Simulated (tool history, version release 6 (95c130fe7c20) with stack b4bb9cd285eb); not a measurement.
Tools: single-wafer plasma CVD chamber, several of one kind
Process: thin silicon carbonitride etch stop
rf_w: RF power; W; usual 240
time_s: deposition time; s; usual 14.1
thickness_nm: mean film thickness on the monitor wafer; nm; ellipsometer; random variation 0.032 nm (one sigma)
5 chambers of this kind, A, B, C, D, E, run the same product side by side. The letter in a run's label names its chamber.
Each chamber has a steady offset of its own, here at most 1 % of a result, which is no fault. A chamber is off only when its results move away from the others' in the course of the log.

run	hour	rf_w	time_s	read-back reference wafer on the same gauge, thickness_nm	thickness_nm
1C	6.1	240	14.1	7.0404	8.4759
2B	12.6	240	14.1	7.0391	8.3991
3A	20.2	240	14.1	7.0425	8.5229
4E	26.1	240	14.1	7.0423	8.4576
5D	32.4	240	14.1	7.0387	8.4625
6A	36.4	240	14.1	7.0390	8.4863
7C	44.2	240	14.1	7.0401	8.4901
8B	50.5	220	12.8	7.0426	7.4207
9D	56.7	220	12.8	7.0369	7.5111
10E	62.9	220	12.8	7.0405	7.4938
11E	68.2	220	12.8	7.0457	7.4868
12A	74.7	220	12.8	7.0435	7.5378
13D	78.8	240	14.1	7.0456	8.5214
14B	86.2	240	14.1	7.0417	8.4082
15C	93.3	240	14.1	7.0392	8.4806
16B	100.1	240	14.1	7.0393	8.4074
17D	105.5	240	14.1	7.0405	8.5309
18C	110.3	240	14.1	7.0425	8.4809
19A	118.8	205	11.7	7.0390	6.7168
20E	123.0	205	11.7	7.0376	6.6951
21C	127.1	205	11.7	7.0393	6.6788
# hour 132.9: chamber D: thermocouple changed; heater temperature recalibrated
22D	134.4	205	11.7	7.0356	6.7121
23A	141.9	205	11.7	7.0439	6.7858
# hour 145.0: chamber A: RF generator calibrated
24B	148.7	200	14.1	7.0418	7.9891
25E	156.8	200	14.1	7.0377	8.0013
26B	164.0	200	14.1	7.0404	7.9463
27A	169.9	200	14.1	7.0438	8.0611
28E	176.7	200	14.1	7.0347	8.0459
29D	181.3	240	14.1	7.0487	8.5270
30C	188.4	240	14.1	7.0321	8.4998
31A	194.2	240	14.1	7.0389	8.5433
32B	202.4	280	14.1	7.0371	8.8401
33C	206.8	280	14.1	7.0439	8.9286
34E	213.1	280	14.1	7.0399	8.9241
35D	221.4	280	14.1	7.0396	8.9052
36C	225.5	280	14.1	7.0417	8.9123
37E	234.0	240	14.1	7.0319	8.4978
38B	241.3	240	14.1	7.0473	8.4451

What goes on in this fleet: one chamber off, a drifting gauge, or nothing beyond the chambers' own small offsets? Name the chamber and the cause, if any.

No chamber stands off beyond its own small offset, and the gauge holds steady.
